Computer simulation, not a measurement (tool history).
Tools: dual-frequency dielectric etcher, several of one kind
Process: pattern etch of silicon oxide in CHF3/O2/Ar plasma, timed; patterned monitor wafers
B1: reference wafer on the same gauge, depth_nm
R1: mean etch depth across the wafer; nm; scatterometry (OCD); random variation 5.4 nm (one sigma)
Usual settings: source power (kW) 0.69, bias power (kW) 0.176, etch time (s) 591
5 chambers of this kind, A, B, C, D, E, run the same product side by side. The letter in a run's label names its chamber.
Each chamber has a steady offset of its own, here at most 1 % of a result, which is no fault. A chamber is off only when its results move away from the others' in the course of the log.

{"run": "1E", "hour": 3.1, "source power (kW)": 0.69, "bias power (kW)": 0.176, "etch time (s)": 591, "B1": 1140.6, "R1": 1217.4}
{"run": "2A", "hour": 5.6, "source power (kW)": 0.69, "bias power (kW)": 0.176, "etch time (s)": 591, "B1": 1138.5, "R1": 1234.2}
{"run": "3B", "hour": 8.1, "source power (kW)": 0.69, "bias power (kW)": 0.176, "etch time (s)": 591, "B1": 1140.8, "R1": 1228.3}
{"run": "4C", "hour": 11.6, "source power (kW)": 0.69, "bias power (kW)": 0.176, "etch time (s)": 591, "B1": 1140.5, "R1": 1218.8}
{"run": "5D", "hour": 14.1, "source power (kW)": 0.69, "bias power (kW)": 0.176, "etch time (s)": 591, "B1": 1139.1, "R1": 1220.3}
{"run": "6C", "hour": 18.0, "source power (kW)": 0.69, "bias power (kW)": 0.176, "etch time (s)": 591, "B1": 1139, "R1": 1210.6}
{"run": "7B", "hour": 20.9, "source power (kW)": 0.69, "bias power (kW)": 0.176, "etch time (s)": 591, "B1": 1139.7, "R1": 1226.6}
{"run": "8E", "hour": 25.1, "source power (kW)": 0.69, "bias power (kW)": 0.176, "etch time (s)": 591, "B1": 1140.3, "R1": 1216}
{"run": "9A", "hour": 29.2, "source power (kW)": 0.69, "bias power (kW)": 0.176, "etch time (s)": 591, "B1": 1140, "R1": 1234.2}
{"run": "10D", "hour": 32.3, "source power (kW)": 0.69, "bias power (kW)": 0.176, "etch time (s)": 591, "B1": 1139.1, "R1": 1221.7}
{"run": "11B", "hour": 35.9, "source power (kW)": 0.69, "bias power (kW)": 0.176, "etch time (s)": 591, "B1": 1140.3, "R1": 1222.8}
{"run": "12A", "hour": 39.3, "source power (kW)": 0.69, "bias power (kW)": 0.176, "etch time (s)": 591, "B1": 1140, "R1": 1227.6}
{"run": "13E", "hour": 43.0, "source power (kW)": 0.69, "bias power (kW)": 0.176, "etch time (s)": 532, "B1": 1139.2, "R1": 1101.3}
{"run": "14D", "hour": 48.3, "source power (kW)": 0.69, "bias power (kW)": 0.176, "etch time (s)": 532, "B1": 1139.7, "R1": 1096.2}
{"run": "15C", "hour": 52.1, "source power (kW)": 0.69, "bias power (kW)": 0.176, "etch time (s)": 532, "B1": 1140.1, "R1": 1101.9}
{"run": "16A", "hour": 57.5, "source power (kW)": 0.69, "bias power (kW)": 0.176, "etch time (s)": 532, "B1": 1138.9, "R1": 1098.7}
{"run": "17C", "hour": 62.0, "source power (kW)": 0.69, "bias power (kW)": 0.176, "etch time (s)": 532, "B1": 1139.6, "R1": 1102.5}
{"run": "18D", "hour": 64.6, "source power (kW)": 0.69, "bias power (kW)": 0.176, "etch time (s)": 591, "B1": 1139.3, "R1": 1213.3}
{"run": "19B", "hour": 67.3, "source power (kW)": 0.69, "bias power (kW)": 0.176, "etch time (s)": 591, "B1": 1140.3, "R1": 1229.4}
{"run": "20E", "hour": 71.4, "source power (kW)": 0.69, "bias power (kW)": 0.176, "etch time (s)": 591, "B1": 1140.5, "R1": 1218}
{"run": "21E", "hour": 76.2, "source power (kW)": 0.69, "bias power (kW)": 0.176, "etch time (s)": 685.5, "B1": 1139.9, "R1": 1399.7}
{"run": "22B", "hour": 81.4, "source power (kW)": 0.69, "bias power (kW)": 0.176, "etch time (s)": 685.5, "B1": 1139.1, "R1": 1426.7}
{"run": "23A", "hour": 85.7, "source power (kW)": 0.69, "bias power (kW)": 0.176, "etch time (s)": 685.5, "B1": 1140.2, "R1": 1423.9}
{"run": "24C", "hour": 91.2, "source power (kW)": 0.69, "bias power (kW)": 0.176, "etch time (s)": 685.5, "B1": 1139.7, "R1": 1402.5}
{"hour": 92.8, "done": "chamber C: wet clean of the chamber"}
{"run": "25D", "hour": 95.3, "source power (kW)": 0.69, "bias power (kW)": 0.176, "etch time (s)": 685.5, "B1": 1140.2, "R1": 1419.3}
{"run": "26B", "hour": 99.9, "source power (kW)": 0.69, "bias power (kW)": 0.176, "etch time (s)": 591, "B1": 1139.6, "R1": 1223.6}
{"hour": 103.0, "done": "chamber B: wet clean of the chamber"}
{"run": "27D", "hour": 103.2, "source power (kW)": 0.69, "bias power (kW)": 0.176, "etch time (s)": 591, "B1": 1141.3, "R1": 1221.9}
{"run": "28E", "hour": 108.2, "source power (kW)": 0.69, "bias power (kW)": 0.176, "etch time (s)": 591, "B1": 1140, "R1": 1211.4}
{"run": "29A", "hour": 111.2, "source power (kW)": 0.69, "bias power (kW)": 0.176, "etch time (s)": 591, "B1": 1139.9, "R1": 1222.5}
{"run": "30C", "hour": 114.6, "source power (kW)": 0.69, "bias power (kW)": 0.176, "etch time (s)": 591, "B1": 1141.5, "R1": 1215.4}
{"run": "31D", "hour": 119.1, "source power (kW)": 0.6, "bias power (kW)": 0.176, "etch time (s)": 697, "B1": 1140.7, "R1": 1366.1}
{"run": "32C", "hour": 123.3, "source power (kW)": 0.6, "bias power (kW)": 0.176, "etch time (s)": 697, "B1": 1139.8, "R1": 1363.3}
{"run": "33E", "hour": 128.8, "source power (kW)": 0.6, "bias power (kW)": 0.176, "etch time (s)": 697, "B1": 1138.6, "R1": 1351.8}
{"run": "34A", "hour": 132.7, "source power (kW)": 0.6, "bias power (kW)": 0.176, "etch time (s)": 697, "B1": 1139.8, "R1": 1382.7}
{"run": "35B", "hour": 136.2, "source power (kW)": 0.6, "bias power (kW)": 0.176, "etch time (s)": 697, "B1": 1139.6, "R1": 1308.9}
{"run": "36A", "hour": 139.9, "source power (kW)": 0.82, "bias power (kW)": 0.176, "etch time (s)": 763.5, "B1": 1140.1, "R1": 1694.2}
{"run": "37E", "hour": 144.3, "source power (kW)": 0.82, "bias power (kW)": 0.176, "etch time (s)": 763.5, "B1": 1139.7, "R1": 1674.9}
{"run": "38B", "hour": 148.3, "source power (kW)": 0.82, "bias power (kW)": 0.176, "etch time (s)": 763.5, "B1": 1140.8, "R1": 1625.8}
{"run": "39C", "hour": 153.4, "source power (kW)": 0.82, "bias power (kW)": 0.176, "etch time (s)": 763.5, "B1": 1139.9, "R1": 1680.5}
{"run": "40D", "hour": 158.3, "source power (kW)": 0.82, "bias power (kW)": 0.176, "etch time (s)": 763.5, "B1": 1139.7, "R1": 1684.2}
{"run": "41A", "hour": 163.6, "source power (kW)": 0.69, "bias power (kW)": 0.176, "etch time (s)": 591, "B1": 1139.3, "R1": 1226.1}
{"run": "42E", "hour": 167.3, "source power (kW)": 0.69, "bias power (kW)": 0.176, "etch time (s)": 591, "B1": 1140.7, "R1": 1210}
{"run": "43D", "hour": 171.9, "source power (kW)": 0.69, "bias power (kW)": 0.176, "etch time (s)": 591, "B1": 1140, "R1": 1220.9}

Next, every chamber runs the same settings. What will each give?
{"run": "44A", "hour": 175.9, "source power (kW)": 0.69, "bias power (kW)": 0.176, "etch time (s)": 649.5, "R1": "?"}
{"run": "44B", "hour": 175.9, "source power (kW)": 0.69, "bias power (kW)": 0.176, "etch time (s)": 649.5, "R1": "?"}
{"run": "44C", "hour": 175.9, "source power (kW)": 0.69, "bias power (kW)": 0.176, "etch time (s)": 649.5, "R1": "?"}
{"run": "44D", "hour": 175.9, "source power (kW)": 0.69, "bias power (kW)": 0.176, "etch time (s)": 649.5, "R1": "?"}
{"run": "44E", "hour": 175.9, "source power (kW)": 0.69, "bias power (kW)": 0.176, "etch time (s)": 649.5, "R1": "?"}

run=44A R1=1349.7
run=44B R1=1306.3
run=44C R1=1334.6
run=44D R1=1338.9
run=44E R1=1335.1
